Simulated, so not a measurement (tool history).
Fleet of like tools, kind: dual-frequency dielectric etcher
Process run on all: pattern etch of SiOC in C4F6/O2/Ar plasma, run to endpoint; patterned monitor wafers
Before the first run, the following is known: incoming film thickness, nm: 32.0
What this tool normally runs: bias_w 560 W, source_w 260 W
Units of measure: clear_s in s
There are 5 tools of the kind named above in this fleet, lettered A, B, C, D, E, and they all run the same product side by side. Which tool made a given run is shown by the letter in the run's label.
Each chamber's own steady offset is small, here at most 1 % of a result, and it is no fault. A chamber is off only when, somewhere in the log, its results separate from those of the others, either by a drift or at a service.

run     day  bias_w  source_w  hours since the last wet clean  hours since the last bias power generator calibration  hours since the last source power generator calibration  clear_s
 1E   0.254     560       260                           348.6                                                 1016.2                                                   2271.9   12.142
 2A   0.567     560       260                           383.6                                                 3544.5                                                   2810.3   12.071
 3C   0.892     560       260                           605.5                                                 2670.7                                                    939.0   11.712
      1.192  -- chamber C: wet clean of the chamber
 4D   1.275     560       260                           368.3                                                 1446.5                                                   3969.3   12.064
 5B   1.833     560       260                           487.9                                                 2275.4                                                   2641.1   12.105
 6C   2.250     560       240                            25.4                                                 2703.3                                                    971.6   12.290
 7D   2.508     560       240                           397.9                                                 1476.1                                                   3998.9   12.441
 8E   3.012     560       240                           414.8                                                 1082.4                                                   2338.1   12.411
      3.454  -- chamber E: wet clean of the chamber
 9A   3.521     560       240                           454.5                                                 3615.4                                                   2881.2   12.531
10B   3.917     560       240                           537.9                                                 2325.4                                                   2691.1   12.590
      3.933  -- chamber A: wet clean of the chamber
      4.233  -- chamber B: wet clean of the chamber
11D   4.250     560       260                           439.7                                                 1517.9                                                   4040.7   11.975
12B   4.658     560       260                            10.2                                                 2343.2                                                   2708.9   12.669
13A   5.200     560       260                            30.5                                                 3655.7                                                   2921.5   12.108
14C   5.767     560       260                           109.8                                                 2787.7                                                   1056.0   12.119
15E   6.067     560       260                            62.8                                                 1155.7                                                   2411.4   12.021
16A   6.442     560       260                            60.3                                                 3685.5                                                   2951.3   12.254
17C   6.967     560       260                           138.6                                                 2816.5                                                   1084.8   11.936
18E   7.512     560       260                            97.5                                                 1190.4                                                   2446.1   11.970
19D   7.900     560       260                           527.3                                                 1605.5                                                   4128.3   12.075
20B   8.179     560       260                            94.7                                                 2427.7                                                   2793.4   12.594
21C   8.662     560       260                           179.3                                                 2857.2                                                   1125.5   11.929
22D   9.200     560       260                           558.5                                                 1636.7                                                   4159.5   11.923
      9.496  -- chamber A: bias power generator calibrated
23A   9.612     682       280                           136.4                                                    2.9                                                   3027.4   11.059
24B   9.879     682       280                           135.5                                                 2468.5                                                   2834.2   11.447
25E  10.400     682       280                           166.8                                                 1259.7                                                   2515.4   10.905
26C  10.950     682       280                           234.2                                                 2912.1                                                   1180.4   10.733
27A  11.496     682       280                           181.6                                                   48.1                                                   3072.6   10.903
28D  12.029     560       260                           626.4                                                 1704.6                                                   4227.4   12.018
29B  12.512     560       260                           198.7                                                 2531.7                                                   2897.4   12.805
30E  12.883     560       260                           226.4                                                 1319.3                                                   2575.0   12.085

All chambers now run identical settings, listed one chamber a line with results as question marks. What results will each chamber show?
31A  13.296     560       210                                                                                                                                                        ?
31B  13.296     560       210                                                                                                                                                        ?
31C  13.296     560       210                                                                                                                                                        ?
31D  13.296     560       210                                                                                                                                                        ?
31E  13.296     560       210                                                                                                                                                        ?

run  clear_s
31A   13.177
31B   13.730
31C   12.888
31D   13.245
31E   12.939

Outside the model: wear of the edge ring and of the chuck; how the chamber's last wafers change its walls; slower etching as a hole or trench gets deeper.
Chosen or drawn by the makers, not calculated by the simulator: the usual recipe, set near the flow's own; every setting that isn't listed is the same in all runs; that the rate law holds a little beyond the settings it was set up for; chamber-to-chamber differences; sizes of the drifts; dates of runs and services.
